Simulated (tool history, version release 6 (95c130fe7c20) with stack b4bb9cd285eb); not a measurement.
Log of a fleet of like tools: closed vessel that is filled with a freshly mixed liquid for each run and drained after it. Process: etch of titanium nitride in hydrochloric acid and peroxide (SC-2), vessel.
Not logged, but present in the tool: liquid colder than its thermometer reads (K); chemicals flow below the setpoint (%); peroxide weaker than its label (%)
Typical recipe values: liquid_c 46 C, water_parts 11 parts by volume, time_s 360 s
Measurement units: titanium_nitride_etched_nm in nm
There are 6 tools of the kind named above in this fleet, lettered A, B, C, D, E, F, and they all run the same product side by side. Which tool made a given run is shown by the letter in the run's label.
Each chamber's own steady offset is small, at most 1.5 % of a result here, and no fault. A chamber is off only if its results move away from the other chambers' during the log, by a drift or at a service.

| run | hour | liquid_c | water_parts | time_s | hours since the thermometer was replaced | hours since the chemicals flow meter was replaced | hours since the drum of peroxide was connected | read-back film thickness of the titanium nitride reference wafer, read on the same gauge (nm) | titanium_nitride_etched_nm |
|---|---|---|---|---|---|---|---|---|---|
| 1F | 16.1 | 46 | 11 | 360 | 370.9 | 858.4 | 1528.2 | 110 | 5.4873 |
| 2E | 23.2 | 46 | 11 | 360 | 1570.9 | 1310.6 | 150.2 | 110.06 | 5.3271 |
| 3B | 38.9 | 46 | 11 | 360 | 1326.2 | 248.2 | 220.1 | 109.99 | 5.5037 |
|  | 45.4 | chamber F: new drum of peroxide connected |
| 4C | 53.9 | 46 | 11 | 360 | 1105.8 | 825.1 | 415.5 | 110.02 | 5.3857 |
| 5D | 66.5 | 46 | 11 | 360 | 598.5 | 218.6 | 508.5 | 109.98 | 5.4941 |
|  | 70 | chamber D: new drum of peroxide connected |
| 6A | 79.2 | 46 | 11 | 360 | 985.3 | 206.9 | 177.6 | 109.98 | 5.501 |
| 7E | 92.5 | 46 | 11 | 360 | 1640.2 | 1379.9 | 219.5 | 110.01 | 5.4524 |
| 8D | 106.6 | 46 | 11 | 360 | 638.6 | 258.7 | 36.6 | 109.97 | 5.5776 |
| 9B | 118.6 | 46 | 11 | 360 | 1405.9 | 327.9 | 299.8 | 109.99 | 5.4322 |
| 10F | 132.9 | 46 | 11 | 360 | 487.7 | 975.2 | 87.6 | 110 | 5.4764 |
| 11A | 148.4 | 46 | 11 | 360 | 1054.5 | 276.1 | 246.8 | 110.02 | 5.3852 |
| 12C | 159.6 | 52.5 | 8.5 | 360 | 1211.5 | 930.8 | 521.2 | 110 | 10.289 |
| 13C | 171.3 | 52.5 | 8.5 | 360 | 1223.2 | 942.5 | 532.9 | 110.03 | 10.482 |
| 14A | 186.6 | 52.5 | 8.5 | 360 | 1092.7 | 314.3 | 285 | 110 | 10.236 |
| 15E | 201 | 52.5 | 8.5 | 360 | 1748.7 | 1488.4 | 328 | 110 | 10.329 |
| 16F | 214 | 52.5 | 8.5 | 360 | 568.8 | 1056.3 | 168.7 | 110 | 10.467 |
|  | 221.2 | chamber C: thermometer replaced |
| 17D | 223.8 | 52.5 | 8.5 | 360 | 755.8 | 375.9 | 153.8 | 110.01 | 10.373 |
| 18B | 237.2 | 46 | 11 | 360 | 1524.5 | 446.5 | 418.4 | 110.03 | 5.3832 |
|  | 240.5 | chamber E: chemicals flow meter replaced |
| 19F | 244.8 | 46 | 11 | 360 | 599.6 | 1087.1 | 199.5 | 110.02 | 5.4874 |
|  | 250.6 | chamber C: new drum of peroxide connected |
| 20A | 259.2 | 46 | 11 | 360 | 1165.3 | 386.9 | 357.6 | 110.03 | 5.3359 |
|  | 268.1 | chamber F: thermometer replaced |
| 21E | 270.2 | 46 | 11 | 360 | 1817.9 | 29.8 | 397.2 | 109.98 | 5.3193 |
| 22D | 285.8 | 46 | 11 | 560 | 817.8 | 437.9 | 215.8 | 110.01 | 8.4596 |
| 23C | 295.5 | 46 | 11 | 560 | 74.4 | 1066.7 | 44.9 | 109.98 | 8.3353 |
| 24B | 306.8 | 46 | 11 | 560 | 1594.1 | 516.1 | 488 | 109.97 | 8.3633 |
| 25D | 319.5 | 46 | 11 | 560 | 851.5 | 471.6 | 249.5 | 109.99 | 8.5855 |
| 26E | 326.9 | 46 | 11 | 560 | 1874.6 | 86.5 | 453.9 | 109.99 | 8.3249 |
| 27B | 334.2 | 46 | 11 | 560 | 1621.5 | 543.5 | 515.4 | 110.04 | 8.4949 |
| 28F | 342 | 37 | 7.5 | 360 | 74 | 1184.3 | 296.7 | 110 | 3.9442 |
|  | 351.4 | chamber A: new drum of peroxide connected |
|  | 356.1 | chamber E: thermometer replaced |
| 29A | 356.3 | 37 | 7.5 | 360 | 1262.4 | 484 | 4.9 | 109.98 | 3.8062 |
| 30C | 364.5 | 37 | 7.5 | 360 | 143.4 | 1135.7 | 113.9 | 109.98 | 3.8914 |
| 31E | 374.6 | 37 | 7.5 | 360 | 18.6 | 134.2 | 501.6 | 110.02 | 3.9411 |
| 32C | 387.5 | 37 | 7.5 | 360 | 166.4 | 1158.7 | 136.9 | 110 | 3.85 |
| 33B | 399 | 37 | 7.5 | 360 | 1686.3 | 608.3 | 580.2 | 110.03 | 3.966 |
| 34A | 414.9 | 46 | 11 | 360 | 1321 | 542.6 | 63.5 | 110.03 | 5.0987 |
| 35D | 424 | 46 | 11 | 360 | 956 | 576.1 | 354 | 109.99 | 5.5013 |
| 36F | 436.4 | 46 | 11 | 360 | 168.4 | 1278.7 | 391.1 | 109.98 | 5.5287 |
| 37E | 450 | 46 | 7 | 470 | 94 | 209.6 | 577 | 109.98 | 10.055 |

One chamber off, gauge drift, or nothing amiss beyond the chambers' own small offsets? If it is a chamber, which one, and what is the likeliest cause?

One chamber, A, drifts off from the rest bit by bit.
Most likely cause: chemicals flow below the setpoint (%) = 10.3.
It could be hard to tell apart here from: liquid colder than its thermometer reads (K).

Chamber A could run next with any of the 4 candidate recipes listed below; each alters the usual settings, and their results appear as question marks. Which one brings its results back in line with what the other chambers deliver on the usual settings?
Maximum distance from the other chambers' mean on the usual settings for a result to count as in line: titanium_nitride_etched_nm 0.13 nm
| 38A-1 | 461.5 | 46 | 11 | 390 |  |  |  |  | ? |
| 38A-2 | 461.5 | 46 | 11.5 | 345 |  |  |  |  | ? |
| 38A-3 | 461.5 | 46 | 11 | 370 |  |  |  |  | ? |
| 38A-4 | 461.5 | 45.5 | 11 | 360 |  |  |  |  | ? |

What the other chambers average on the usual settings: titanium_nitride_etched_nm 5.4372 nm
| run | titanium_nitride_etched_nm |
|---|---|
| 38A-1 | 5.4394 |
| 38A-2 | 4.6291 |
| 38A-3 | 5.1605 |
| 38A-4 | 4.8554 |
The answer is 38A-1, which returns the chamber to within the allowed miss of the others.

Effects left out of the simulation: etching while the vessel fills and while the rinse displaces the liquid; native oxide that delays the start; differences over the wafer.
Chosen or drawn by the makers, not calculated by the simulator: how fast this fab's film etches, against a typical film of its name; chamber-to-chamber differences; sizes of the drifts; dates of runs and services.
